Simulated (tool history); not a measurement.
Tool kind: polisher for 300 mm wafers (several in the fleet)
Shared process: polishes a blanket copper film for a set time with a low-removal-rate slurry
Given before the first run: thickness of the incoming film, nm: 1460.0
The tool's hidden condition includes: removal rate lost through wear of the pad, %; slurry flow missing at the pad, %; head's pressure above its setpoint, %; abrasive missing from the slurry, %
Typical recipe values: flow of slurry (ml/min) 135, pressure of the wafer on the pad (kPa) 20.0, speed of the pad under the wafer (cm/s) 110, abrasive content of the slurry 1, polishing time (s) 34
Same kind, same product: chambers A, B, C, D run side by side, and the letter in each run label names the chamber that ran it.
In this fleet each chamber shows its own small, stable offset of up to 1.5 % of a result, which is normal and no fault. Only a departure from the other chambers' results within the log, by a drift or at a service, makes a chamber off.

| run | day | flow of slurry (ml/min) | pressure of the wafer on the pad (kPa) | speed of the pad under the wafer (cm/s) | abrasive content of the slurry | polishing time (s) | wafers polished on this pad | hours since the slurry nozzle was cleaned | hours since the head pressure was calibrated | hours since the slurry blender was calibrated | film removed (Å) |
|---|---|---|---|---|---|---|---|---|---|---|---|
| 1D | 0.117 | 135 | 20.0 | 110 | 1 | 34 | 503 | 71.6 | 142.8 | 141.8 | 900.30 |
|  | 0.171 | chamber B: worn pad replaced by a new one |
| 2C | 0.283 | 135 | 20.0 | 110 | 1 | 34 | 227 | 155.5 | 950.3 | 69.9 | 915.32 |
| 3B | 0.479 | 135 | 20.0 | 110 | 1 | 34 | 55 | 90.7 | 547.2 | 272.8 | 885.36 |
| 4A | 0.671 | 135 | 20.0 | 110 | 1 | 34 | 485 | 126.7 | 501.4 | 30.6 | 877.40 |
| 5A | 0.792 | 135 | 20.0 | 110 | 1 | 34 | 506 | 129.6 | 504.3 | 33.5 | 876.66 |
| 6C | 0.912 | 135 | 20.0 | 110 | 1 | 34 | 340 | 170.6 | 965.4 | 85.0 | 872.50 |
| 7B | 1.038 | 135 | 20.0 | 110 | 1 | 34 | 156 | 104.1 | 560.6 | 286.2 | 898.51 |
| 8D | 1.175 | 135 | 20.0 | 110 | 1 | 34 | 694 | 97.0 | 168.2 | 167.2 | 893.60 |
| 9B | 1.325 | 110 | 13.8 | 110 | 1 | 34 | 208 | 111.0 | 567.5 | 293.1 | 585.85 |
|  | 1.450 | chamber D: worn pad replaced by a new one |
| 10A | 1.479 | 110 | 13.8 | 110 | 1 | 34 | 630 | 146.1 | 520.8 | 50.0 | 579.36 |
| 11D | 1.617 | 110 | 13.8 | 110 | 1 | 34 | 30 | 107.6 | 178.8 | 177.8 | 596.75 |
| 12C | 1.717 | 110 | 13.8 | 110 | 1 | 34 | 485 | 189.9 | 984.7 | 104.3 | 590.85 |
| 13D | 1.862 | 135 | 20.0 | 110 | 1 | 34 | 74 | 113.5 | 184.7 | 183.7 | 896.97 |
| 14A | 2.033 | 135 | 20.0 | 110 | 1 | 34 | 730 | 159.4 | 534.1 | 63.3 | 893.18 |
| 15C | 2.154 | 135 | 20.0 | 110 | 1 | 34 | 563 | 200.4 | 995.2 | 114.8 | 868.96 |
| 16B | 2.262 | 135 | 20.0 | 110 | 1 | 34 | 376 | 133.5 | 590.0 | 315.6 | 900.83 |
| 17C | 2.450 | 135 | 20.0 | 110 | 1 | 34 | 617 | 207.5 | 1002.3 | 121.9 | 873.22 |
| 18D | 2.575 | 135 | 20.0 | 110 | 1 | 34 | 202 | 130.6 | 201.8 | 200.8 | 917.16 |
| 19B | 2.692 | 135 | 20.0 | 110 | 1 | 34 | 454 | 143.8 | 600.3 | 325.9 | 875.29 |
| 20A | 2.862 | 135 | 20.0 | 110 | 1 | 34 | 879 | 179.3 | 554.0 | 83.2 | 877.64 |
| 21A | 2.996 | 135 | 20.0 | 110 | 1 | 34 | 903 | 182.5 | 557.2 | 86.4 | 883.06 |
| 22B | 3.117 | 135 | 13.8 | 110 | 1 | 34 | 530 | 154.0 | 610.5 | 336.1 | 606.22 |
| 23D | 3.317 | 135 | 13.8 | 110 | 1 | 34 | 336 | 148.4 | 219.6 | 218.6 | 611.34 |
| 24C | 3.408 | 135 | 13.8 | 110 | 1 | 34 | 789 | 230.5 | 1025.3 | 144.9 | 573.65 |
| 25C | 3.588 | 135 | 13.8 | 110 | 1 | 34 | 821 | 234.8 | 1029.6 | 149.2 | 585.61 |
| 26A | 3.696 | 135 | 20.0 | 110 | 1 | 34 | 1029 | 199.3 | 574.0 | 103.2 | 879.32 |

Next, every chamber runs the same settings. What will each give?
| 27A | 3.850 | 175 | 20.0 | 110 | 1 | 34 |  |  |  |  | ? |
| 27B | 3.850 | 175 | 20.0 | 110 | 1 | 34 |  |  |  |  | ? |
| 27C | 3.850 | 175 | 20.0 | 110 | 1 | 34 |  |  |  |  | ? |
| 27D | 3.850 | 175 | 20.0 | 110 | 1 | 34 |  |  |  |  | ? |

| run | film removed (Å) |
|---|---|
| 27A | 904.70 |
| 27B | 902.55 |
| 27C | 854.37 |
| 27D | 916.71 |
